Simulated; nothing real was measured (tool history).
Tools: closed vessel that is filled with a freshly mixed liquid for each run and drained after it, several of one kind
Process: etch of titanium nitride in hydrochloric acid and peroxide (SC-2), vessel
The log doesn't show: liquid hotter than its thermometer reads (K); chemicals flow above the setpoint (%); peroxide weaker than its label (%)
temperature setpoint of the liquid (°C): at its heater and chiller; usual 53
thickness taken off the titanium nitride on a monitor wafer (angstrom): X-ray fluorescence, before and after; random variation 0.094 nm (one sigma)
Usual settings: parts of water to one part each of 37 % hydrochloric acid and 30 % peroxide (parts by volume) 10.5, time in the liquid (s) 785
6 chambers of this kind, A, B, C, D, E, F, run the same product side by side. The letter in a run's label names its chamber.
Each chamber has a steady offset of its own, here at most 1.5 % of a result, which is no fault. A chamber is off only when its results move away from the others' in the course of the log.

run,hour,temperature setpoint of the liquid (°C),parts of water to one part each of 37 % hydrochloric acid and 30 % peroxide (parts by volume),time in the liquid (s),hours since the thermometer was replaced,hours since the chemicals flow meter was replaced,hours since the drum of peroxide was connected,"read-back film thickness of the titanium nitride reference wafer, read on the same gauge (nm)",thickness taken off the titanium nitride on a monitor wafer (angstrom)
1B,5.3,53,10.5,785,202.5,513.5,287.7,100.01,267.33
2D,13.8,53,10.5,785,26.8,59,158,99.96,266.77
3F,19.1,53,10.5,785,337.2,1516,89.2,100.03,265.81
4A,29.3,53,10.5,785,1387.3,267.1,642.3,100.01,264.64
5E,36.3,53,10.5,785,1428.6,974.2,293.2,99.994,263.43
6C,47.9,53,10.5,785,552.2,1008.6,995.9,100.01,265.97
7F,59.6,53,10.5,785,377.7,1556.5,129.7,100.02,265.06
8E,67.7,53,10.5,785,1460,1005.6,324.6,100.04,267.26
9D,79.2,53,10.5,785,92.2,124.4,223.4,99.981,267
10B,89.9,53,10.5,785,287.1,598.1,372.3,99.978,269.05
11C,97,44.5,10.5,405,601.3,1057.7,1045,100.03,77.296
12A,104.4,44.5,10.5,405,1462.4,342.2,717.4,99.97,76.544
# hour 107.7: chamber C: new drum of peroxide connected
13C,110.7,44.5,10.5,405,615,1071.4,3.1,100.02,77.377
14F,119.1,44.5,10.5,405,437.2,1616,189.2,99.942,77.867
# hour 124.1: chamber B: chemicals flow meter replaced
15E,130.1,44.5,10.5,405,1522.4,1068,387,99.974,77.659
16D,136.9,44.5,10.5,405,149.9,182.1,281.1,100.02,78.575
17B,142.3,53,10.5,785,339.5,18.2,424.7,100.04,269.45
18A,148.9,53,10.5,785,1506.9,386.7,761.9,100.02,265.63
19A,161.1,53,10.5,785,1519.1,398.9,774.1,99.976,265.84
20F,168.6,53,10.5,785,486.7,1665.5,238.7,99.979,266.07
21D,177.6,53,10.5,785,190.6,222.8,321.8,100,267.86
22B,183.3,53,10.5,785,380.5,59.2,465.7,100.03,269.14
23E,188.8,53,10.5,785,1581.1,1126.7,445.7,99.977,260.95
# hour 189.1: chamber A: new drum of peroxide connected
# hour 190.4: chamber E: thermometer replaced
24C,197.9,61,6.5,785,702.2,1158.6,90.3,100.04,646.87
# hour 198.9: chamber D: new drum of peroxide connected
25C,208.2,61,6.5,785,712.5,1168.9,100.6,100.01,644.81
26E,219.2,61,6.5,785,28.8,1157.1,476.1,99.997,642.54
27D,230.2,61,6.5,785,243.2,275.4,31.4,99.977,651.93
# hour 231.3: chamber B: new drum of peroxide connected
28A,237.4,61,6.5,785,1595.4,475.2,48.4,99.994,658.63
29B,246.5,61,6.5,785,443.7,122.4,15.3,99.996,665.22
30F,256.9,53,10.5,785,575,1753.8,327,99.97,264.47
31A,268.6,61.5,10.5,785,1626.6,506.4,79.6,99.953,460.16
32F,274.8,61.5,10.5,785,592.9,1771.7,344.9,100.02,454.71
33C,286.5,61.5,10.5,785,790.8,1247.2,178.9,99.963,456.3
34D,295.4,61.5,10.5,785,308.4,340.6,96.6,100.03,455.08
35E,302.8,61.5,10.5,785,112.4,1240.7,559.7,99.999,437.53
# hour 311.8: chamber D: chemicals flow meter replaced
36B,312.1,61.5,10.5,785,509.3,188,80.9,99.985,462.5
37F,319.5,53,10.5,785,637.6,1816.4,389.6,100.04,266.68
38D,329.8,53,10.5,785,342.8,18.1,131,100,264
39B,336.5,53,10.5,785,533.7,212.4,105.3,100.01,269.14
40C,342.4,53,10.5,785,846.7,1303.1,234.8,99.988,264.66

Is one chamber off against the others, does the gauge drift, or is nothing wrong? If a chamber is off, say which, and what the likeliest cause is.

Chamber E drifts away from the others.
Cause: peroxide weaker than its label (%) = 4.09.
The log may not tell that from: chemicals flow below the setpoint (%).

Here are 4 candidates for chamber E's next run, each the usual settings with a change, their results left as question marks. Which one brings its results back in line with what the others give on the usual settings?
In line means no further than this from the other chambers' mean on the usual settings: thickness taken off the titanium nitride on a monitor wafer (angstrom) 3.3
41E-1,351.2,53,10.5,815,,,,,?
41E-2,351.2,53,10.5,800,,,,,?
41E-3,351.2,52.5,10.5,775,,,,,?
41E-4,351.2,53,10.5,770,,,,,?

The other chambers' mean on the usual settings: thickness taken off the titanium nitride on a monitor wafer (angstrom) 266.39
run,thickness taken off the titanium nitride on a monitor wafer (angstrom)
41E-1,264.66
41E-2,259.79
41E-3,243.71
41E-4,250.04
41E-1 brings the chamber back in line.
